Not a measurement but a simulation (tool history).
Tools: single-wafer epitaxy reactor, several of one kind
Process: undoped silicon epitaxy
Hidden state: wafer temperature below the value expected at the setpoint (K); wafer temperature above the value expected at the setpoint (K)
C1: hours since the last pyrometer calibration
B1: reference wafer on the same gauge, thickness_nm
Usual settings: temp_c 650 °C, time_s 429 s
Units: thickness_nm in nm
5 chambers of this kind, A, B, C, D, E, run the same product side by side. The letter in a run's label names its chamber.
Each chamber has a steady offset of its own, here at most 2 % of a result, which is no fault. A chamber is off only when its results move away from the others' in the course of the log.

run 1A hour=4.8 | temp_c=650 time_s=429 | C1=2732.1 | B1=65.224 | thickness_nm=71.638
run 2D hour=8.6 | temp_c=650 time_s=429 | C1=1453.9 | B1=65.184 | thickness_nm=72.86
run 3C hour=11.7 | temp_c=650 time_s=429 | C1=1751.9 | B1=65.207 | thickness_nm=72.723
run 4E hour=14.7 | temp_c=650 time_s=429 | C1=1057.5 | B1=65.301 | thickness_nm=71.751
run 5B hour=18.1 | temp_c=650 time_s=429 | C1=69.9 | B1=65.285 | thickness_nm=70.467
run 6E hour=24.4 | temp_c=650 time_s=429 | C1=1067.2 | B1=65.148 | thickness_nm=72.408
run 7D hour=30.3 | temp_c=650 time_s=429 | C1=1475.6 | B1=65.213 | thickness_nm=72.647
run 8A hour=35.9 | temp_c=650 time_s=510 | C1=2763.2 | B1=65.258 | thickness_nm=84.85
run 9B hour=42 | temp_c=650 time_s=510 | C1=93.8 | B1=65.127 | thickness_nm=83.97
run 10C hour=46.4 | temp_c=650 time_s=510 | C1=1786.6 | B1=65.217 | thickness_nm=85.893
run 11C hour=50.7 | temp_c=650 time_s=510 | C1=1790.9 | B1=65.213 | thickness_nm=85.59
run 12B hour=55.9 | temp_c=650 time_s=510 | C1=107.7 | B1=65.213 | thickness_nm=84.562
run 13E hour=59 | temp_c=659 time_s=368 | C1=1101.8 | B1=65.238 | thickness_nm=75.478
run 14D hour=62 | temp_c=659 time_s=368 | C1=1507.3 | B1=65.177 | thickness_nm=75.953
run 15A hour=67.5 | temp_c=659 time_s=368 | C1=2794.8 | B1=65.201 | thickness_nm=75.074
run 16B hour=71.2 | temp_c=659 time_s=368 | C1=123 | B1=65.223 | thickness_nm=73.794
run 17A hour=74.6 | temp_c=659 time_s=368 | C1=2801.9 | B1=65.086 | thickness_nm=74.684
run 18D hour=79.8 | temp_c=650 time_s=364 | C1=1525.1 | B1=65.187 | thickness_nm=61.491
run 19C hour=84.2 | temp_c=650 time_s=364 | C1=1824.4 | B1=65.203 | thickness_nm=61.156
-- hour=87.9 chamber A: pyrometer calibrated
run 20E hour=89.2 | temp_c=650 time_s=364 | C1=1132 | B1=65.112 | thickness_nm=61.09
run 21B hour=95.5 | temp_c=650 time_s=364 | C1=147.3 | B1=65.252 | thickness_nm=60.257
run 22E hour=101.9 | temp_c=650 time_s=364 | C1=1144.7 | B1=65.163 | thickness_nm=60.733
run 23A hour=108.1 | temp_c=650 time_s=429 | C1=20.2 | B1=65.114 | thickness_nm=69.246
run 24D hour=112.2 | temp_c=650 time_s=429 | C1=1557.5 | B1=65.267 | thickness_nm=73.081
run 25C hour=115.4 | temp_c=650 time_s=429 | C1=1855.6 | B1=65.131 | thickness_nm=72.802
run 26D hour=121.6 | temp_c=650 time_s=429 | C1=1566.9 | B1=65.222 | thickness_nm=72.707
run 27A hour=127 | temp_c=650 time_s=429 | C1=39.1 | B1=65.15 | thickness_nm=68.592
run 28E hour=133.5 | temp_c=650 time_s=429 | C1=1176.3 | B1=65.194 | thickness_nm=71.944
run 29B hour=139.9 | temp_c=650 time_s=429 | C1=191.7 | B1=65.222 | thickness_nm=70.754
run 30C hour=145.2 | temp_c=650 time_s=429 | C1=1885.4 | B1=65.218 | thickness_nm=72.063
run 31B hour=150.9 | temp_c=662 time_s=383 | C1=202.7 | B1=65.241 | thickness_nm=81.199
run 32C hour=155.3 | temp_c=662 time_s=383 | C1=1895.5 | B1=65.169 | thickness_nm=82.914
run 33A hour=161.5 | temp_c=662 time_s=383 | C1=73.6 | B1=65.222 | thickness_nm=80.633
run 34D hour=165 | temp_c=662 time_s=383 | C1=1610.3 | B1=65.221 | thickness_nm=83.433
run 35E hour=168.3 | temp_c=662 time_s=383 | C1=1211.1 | B1=65.195 | thickness_nm=83.431
run 36B hour=172.2 | temp_c=650 time_s=429 | C1=224 | B1=65.182 | thickness_nm=71.228
run 37E hour=178.5 | temp_c=655 time_s=429 | C1=1221.3 | B1=65.221 | thickness_nm=80.16
run 38A hour=183.2 | temp_c=655 time_s=429 | C1=95.3 | B1=65.176 | thickness_nm=76.829
run 39D hour=186.3 | temp_c=655 time_s=429 | C1=1631.6 | B1=65.188 | thickness_nm=81.636
run 40C hour=192.2 | temp_c=655 time_s=429 | C1=1932.4 | B1=65.227 | thickness_nm=80.802
run 41A hour=195 | temp_c=655 time_s=429 | C1=107.1 | B1=65.16 | thickness_nm=77.514
run 42E hour=201.3 | temp_c=650 time_s=429 | C1=1244.1 | B1=65.207 | thickness_nm=72.39
run 43B hour=204.4 | temp_c=650 time_s=429 | C1=256.2 | B1=65.154 | thickness_nm=70.92
run 44D hour=210.7 | temp_c=650 time_s=429 | C1=1656 | B1=65.147 | thickness_nm=72.551

Is one chamber off against the others, does the gauge drift, or is nothing wrong? If a chamber is off, say which, and what the likeliest cause is.

A service left chamber A off against the others.
Cause: wafer temperature below the value expected at the setpoint (K) = 1.73.

Here are 4 candidates for chamber A's next run, each the usual settings with a change, their results left as question marks. Which one brings its results back in line with what the others give on the usual settings?
In line means no further than this from the other chambers' mean on the usual settings: thickness_nm 1.1 nm
run 45A-1 hour=215.4 | temp_c=650 time_s=410 | thickness_nm=?
run 45A-2 hour=215.4 | temp_c=650 time_s=394 | thickness_nm=?
run 45A-3 hour=215.4 | temp_c=653 time_s=438 | thickness_nm=?
run 45A-4 hour=215.4 | temp_c=652 time_s=429 | thickness_nm=?

The other chambers' mean on the usual settings: thickness_nm 72.02 nm
run=45A-1 thickness_nm=66.093
run=45A-2 thickness_nm=63.514
run=45A-3 thickness_nm=75.453
run=45A-4 thickness_nm=72.289
45A-4 brings the chamber back in line.

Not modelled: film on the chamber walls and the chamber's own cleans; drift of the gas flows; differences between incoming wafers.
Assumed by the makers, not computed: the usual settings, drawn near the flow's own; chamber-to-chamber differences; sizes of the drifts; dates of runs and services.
